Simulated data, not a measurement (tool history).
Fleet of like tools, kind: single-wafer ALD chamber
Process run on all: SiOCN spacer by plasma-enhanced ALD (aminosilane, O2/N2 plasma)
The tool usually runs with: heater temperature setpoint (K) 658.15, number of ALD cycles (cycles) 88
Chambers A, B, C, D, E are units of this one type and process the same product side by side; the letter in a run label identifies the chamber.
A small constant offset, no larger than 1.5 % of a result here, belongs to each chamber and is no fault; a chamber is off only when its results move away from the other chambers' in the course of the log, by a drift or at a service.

run	hour	heater temperature setpoint (K)	number of ALD cycles (cycles)	hours since the last thermocouple change	read-back reference wafer on the same gauge, thickness_nm	mean film thickness on the monitor wafer (angstrom)
1D	10.8	658.15	88	642.4	6.1428	53.855
2B	23.6	658.15	88	1649.4	6.1404	52.832
3C	37.0	658.15	88	326.3	6.1394	53.148
4E	47.1	658.15	88	67.3	6.1381	53.073
5A	58.8	658.15	88	709.1	6.1388	53.388
6D	69.4	658.15	88	701.0	6.1325	53.988
7E	81.0	651.15	88	101.2	6.1385	53.098
8B	89.9	651.15	88	1715.7	6.1453	52.353
9A	103.0	651.15	88	753.3	6.1429	53.598
10C	113.5	651.15	88	402.8	6.1359	53.040
11E	126.7	651.15	88	146.9	6.1387	53.611
12D	133.0	658.15	105	764.6	6.1480	64.384
13B	146.4	658.15	105	1772.2	6.1358	62.195
14C	159.0	658.15	105	448.3	6.1327	63.221
15A	170.2	658.15	105	820.5	6.1357	64.020
16B	180.9	658.15	105	1806.7	6.1479	63.411
17A	194.5	658.15	88	844.8	6.1361	54.231
18E	207.7	658.15	88	227.9	6.1416	53.313
19C	218.6	658.15	88	507.9	6.1338	53.385
20D	231.5	658.15	88	863.1	6.1361	53.998
21E	244.4	658.15	88	264.6	6.1332	52.880
22B	250.8	646.15	80	1876.6	6.1344	47.466
23A	263.5	646.15	80	913.8	6.1446	48.654
24C	276.9	646.15	80	566.2	6.1443	48.412
25D	289.6	646.15	80	921.2	6.1391	49.075
26D	299.2	646.15	80	930.8	6.1386	48.559
27E	311.4	658.15	88	331.6	6.1445	52.990
28A	319.8	658.15	88	970.1	6.1441	53.814
29B	328.0	658.15	88	1953.8	6.1405	53.102
30C	335.2	658.15	88	624.5	6.1358	53.222
31D	343.3	658.15	88	974.9	6.1415	54.053
# hour 351.5: chamber A: thermocouple changed; heater temperature recalibrated
32E	354.9	658.15	88	375.1	6.1382	53.387
33A	362.4	658.15	88	10.9	6.1278	54.166

Has any chamber moved away from the others, gradually or after a service, or does the common gauge drift, or do the chambers differ only by their own small steady offsets? State the chamber and the most likely cause if one applies.

All chambers stay in line apart from their small fixed offsets, and the gauge does not drift.
